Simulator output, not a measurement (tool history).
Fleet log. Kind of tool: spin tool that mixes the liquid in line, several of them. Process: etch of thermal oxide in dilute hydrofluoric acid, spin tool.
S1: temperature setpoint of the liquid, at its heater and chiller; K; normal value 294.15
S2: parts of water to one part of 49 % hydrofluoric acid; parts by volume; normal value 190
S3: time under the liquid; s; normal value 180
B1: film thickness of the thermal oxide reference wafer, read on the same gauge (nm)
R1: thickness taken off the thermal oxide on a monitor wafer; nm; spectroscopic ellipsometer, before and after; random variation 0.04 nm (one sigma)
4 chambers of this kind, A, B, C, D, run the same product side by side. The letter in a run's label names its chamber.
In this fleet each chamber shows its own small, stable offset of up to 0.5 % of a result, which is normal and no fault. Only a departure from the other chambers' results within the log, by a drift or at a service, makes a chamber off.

{"run": "1A", "hour": 5.9, "S1": 294.15, "S2": 190, "S3": 180, "B1": 129.98, "R1": 3.5126}
{"run": "2C", "hour": 9.4, "S1": 294.15, "S2": 190, "S3": 180, "B1": 130.02, "R1": 3.5745}
{"run": "3D", "hour": 14.5, "S1": 294.15, "S2": 190, "S3": 180, "B1": 130.01, "R1": 3.4721}
{"run": "4B", "hour": 20.9, "S1": 294.15, "S2": 190, "S3": 180, "B1": 129.97, "R1": 3.5527}
{"run": "5B", "hour": 26.4, "S1": 294.15, "S2": 190, "S3": 180, "B1": 130, "R1": 3.4426}
{"hour": 28.6, "done": "chamber B: thermometer replaced"}
{"run": "6C", "hour": 29.9, "S1": 294.15, "S2": 190, "S3": 180, "B1": 129.97, "R1": 3.4833}
{"run": "7D", "hour": 34.3, "S1": 294.15, "S2": 190, "S3": 180, "B1": 130.01, "R1": 3.4482}
{"run": "8A", "hour": 40.7, "S1": 294.15, "S2": 190, "S3": 180, "B1": 130.01, "R1": 3.4388}
{"run": "9A", "hour": 46.2, "S1": 294.15, "S2": 190, "S3": 180, "B1": 130.01, "R1": 3.4564}
{"run": "10C", "hour": 52.6, "S1": 294.15, "S2": 190, "S3": 180, "B1": 130, "R1": 3.5436}
{"run": "11B", "hour": 56.2, "S1": 294.15, "S2": 190, "S3": 140, "B1": 130, "R1": 2.7509}
{"run": "12D", "hour": 60.2, "S1": 294.15, "S2": 190, "S3": 140, "B1": 129.98, "R1": 2.6807}
{"run": "13B", "hour": 66.9, "S1": 294.15, "S2": 190, "S3": 140, "B1": 130, "R1": 2.6569}
{"run": "14A", "hour": 71.3, "S1": 294.15, "S2": 190, "S3": 140, "B1": 129.98, "R1": 2.7544}
{"run": "15C", "hour": 74.6, "S1": 294.15, "S2": 190, "S3": 180, "B1": 129.98, "R1": 3.4502}
{"run": "16D", "hour": 78.9, "S1": 294.15, "S2": 250, "S3": 95, "B1": 130.01, "R1": 1.3514}
{"run": "17A", "hour": 82.6, "S1": 294.15, "S2": 250, "S3": 95, "B1": 130.01, "R1": 1.2895}
{"run": "18C", "hour": 88.0, "S1": 294.15, "S2": 250, "S3": 95, "B1": 130, "R1": 1.321}
{"run": "19D", "hour": 93.4, "S1": 294.15, "S2": 250, "S3": 95, "B1": 130, "R1": 1.331}
{"run": "20B", "hour": 98.7, "S1": 294.15, "S2": 190, "S3": 180, "B1": 130.02, "R1": 3.4836}
{"hour": 99.7, "done": "chamber B: hydrofluoric acid flow meter replaced"}
{"run": "21A", "hour": 105.4, "S1": 292.65, "S2": 190, "S3": 230, "B1": 129.97, "R1": 4.2119}
{"run": "22B", "hour": 108.8, "S1": 292.65, "S2": 190, "S3": 230, "B1": 129.99, "R1": 4.1711}
{"run": "23C", "hour": 116.3, "S1": 292.65, "S2": 190, "S3": 230, "B1": 130, "R1": 4.2133}
{"run": "24D", "hour": 121.8, "S1": 292.65, "S2": 190, "S3": 230, "B1": 130.02, "R1": 4.164}
{"run": "25B", "hour": 128.9, "S1": 294.15, "S2": 190, "S3": 180, "B1": 130, "R1": 3.5488}
{"run": "26D", "hour": 134.4, "S1": 294.15, "S2": 190, "S3": 180, "B1": 130.01, "R1": 3.4905}
{"run": "27A", "hour": 141.2, "S1": 294.15, "S2": 190, "S3": 180, "B1": 130, "R1": 3.4739}
{"run": "28C", "hour": 148.7, "S1": 296.15, "S2": 100, "S3": 180, "B1": 130.01, "R1": 7.8643}
{"run": "29A", "hour": 156.1, "S1": 296.15, "S2": 100, "S3": 180, "B1": 129.99, "R1": 7.8417}

Predict what each chamber gives when all 4 of them run the settings below next.
{"run": "30A", "hour": 161.6, "S1": 294.15, "S2": 220, "S3": 180, "R1": "?"}
{"run": "30B", "hour": 161.6, "S1": 294.15, "S2": 220, "S3": 180, "R1": "?"}
{"run": "30C", "hour": 161.6, "S1": 294.15, "S2": 220, "S3": 180, "R1": "?"}
{"run": "30D", "hour": 161.6, "S1": 294.15, "S2": 220, "S3": 180, "R1": "?"}

run=30A R1=2.9275
run=30B R1=2.938
run=30C R1=2.9003
run=30D R1=2.9392
